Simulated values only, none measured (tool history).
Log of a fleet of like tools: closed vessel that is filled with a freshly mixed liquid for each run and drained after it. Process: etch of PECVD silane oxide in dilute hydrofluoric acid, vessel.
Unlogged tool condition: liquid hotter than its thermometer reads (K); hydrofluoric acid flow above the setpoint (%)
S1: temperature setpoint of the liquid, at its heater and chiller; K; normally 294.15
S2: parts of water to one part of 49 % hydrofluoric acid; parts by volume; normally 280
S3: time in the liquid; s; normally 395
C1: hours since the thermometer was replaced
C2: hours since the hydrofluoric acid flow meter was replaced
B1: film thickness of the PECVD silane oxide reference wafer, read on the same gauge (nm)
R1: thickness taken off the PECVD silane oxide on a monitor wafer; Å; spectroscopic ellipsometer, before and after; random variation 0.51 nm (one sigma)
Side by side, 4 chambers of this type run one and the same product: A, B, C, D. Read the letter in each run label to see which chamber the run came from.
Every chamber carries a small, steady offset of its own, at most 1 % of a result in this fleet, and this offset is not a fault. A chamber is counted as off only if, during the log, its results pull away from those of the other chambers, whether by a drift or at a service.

run,hour,S1,S2,S3,C1,C2,B1,R1
1C,7.7,294.15,280,395,11.5,993.6,70.002,516.01
2A,13.6,294.15,280,395,576,232.2,70.032,520.26
3B,22,294.15,280,395,84,588.3,70.034,519.11
4D,29.3,294.15,280,395,369.9,689,70.01,522.08
5C,39.5,294.15,280,395,43.3,1025.4,69.931,524.63
6D,45.7,294.15,280,395,386.3,705.4,69.994,515.91
7A,54.8,294.15,280,395,617.2,273.4,70.033,519.08
8B,61.3,294.15,280,395,123.3,627.6,70.006,521.83
9C,68.7,294.15,280,395,72.5,1054.6,69.997,527.18
10B,79.8,294.15,280,395,141.8,646.1,70.001,517.12
11D,89.2,294.15,280,395,429.8,748.9,69.995,515.9
12A,98.2,294.15,280,395,660.6,316.8,70.062,512.53
13A,106.6,294.15,280,395,669,325.2,70.031,513.43
14D,114.1,294.15,280,395,454.7,773.8,69.984,518.23
15B,119.3,294.15,280,395,181.3,685.6,69.979,517.89
16C,127.5,294.15,280,395,131.3,1113.4,70.053,523.85
17B,138.8,294.15,280,395,200.8,705.1,69.962,531.73
18A,144.7,294.15,280,395,707.1,363.3,70.001,534.74
19D,156.2,294.15,280,395,496.8,815.9,70.005,518.56
20C,161.7,294.15,280,395,165.5,1147.6,69.997,523.86
21B,168,294.15,280,395,230,734.3,70.006,520.36
22D,178.8,294.15,280,395,519.4,838.5,70.057,516.7
23A,184.3,294.15,280,395,746.7,402.9,70.004,527.29
24C,193.4,294.15,280,395,197.2,1179.3,70.016,527.5
25A,202.1,294.15,280,395,764.5,420.7,69.984,522.99
26B,209,294.15,280,395,271,775.3,70.01,539.77
27C,219.3,294.15,280,395,223.1,1205.2,69.964,521.26
28D,229.5,294.15,280,395,570.1,889.2,70.016,519.47
29A,238.6,294.15,280,395,801,457.2,69.966,520.37
30C,248.1,294.15,280,395,251.9,1234,69.977,524.49
31D,253.6,294.15,280,395,594.2,913.3,69.999,527.62
32B,264.7,294.15,280,395,326.7,831,70.028,559.71
33D,272.9,294.15,280,395,613.5,932.6,70.003,517.98
34C,279.9,294.15,280,395,283.7,1265.8,69.952,524.9
35A,289.6,294.15,280,395,852,508.2,69.998,527.52

Has any chamber moved away from the others, gradually or after a service, or does the common gauge drift, or do the chambers differ only by their own small steady offsets? State the chamber and the most likely cause if one applies.

It is chamber B that slowly wanders off from its peers.
Most likely cause: hydrofluoric acid flow above the setpoint (%) = 5.9.
The log might look much the same if the cause were instead: liquid hotter than its thermometer reads (K).

Chamber B could run next with any of the 4 candidate recipes listed below; each alters the usual settings, and their results appear as question marks. Which one brings its results back in line with what the other chambers deliver on the usual settings?
In-line tolerance around the mean of the other chambers on the usual settings: R1 18 Å
36B-1,298.1,294.15,280,345,,,,?
36B-2,298.1,294.15,270,405,,,,?
36B-3,298.1,294.15,290,385,,,,?
36B-4,298.1,294.15,250,395,,,,?

Mean of the other chambers on the usual settings: R1 521.63 Å
run,R1
36B-1,491.3
36B-2,603.88
36B-3,524.33
36B-4,648.7
It is 36B-3 that realigns the chamber with its peers.
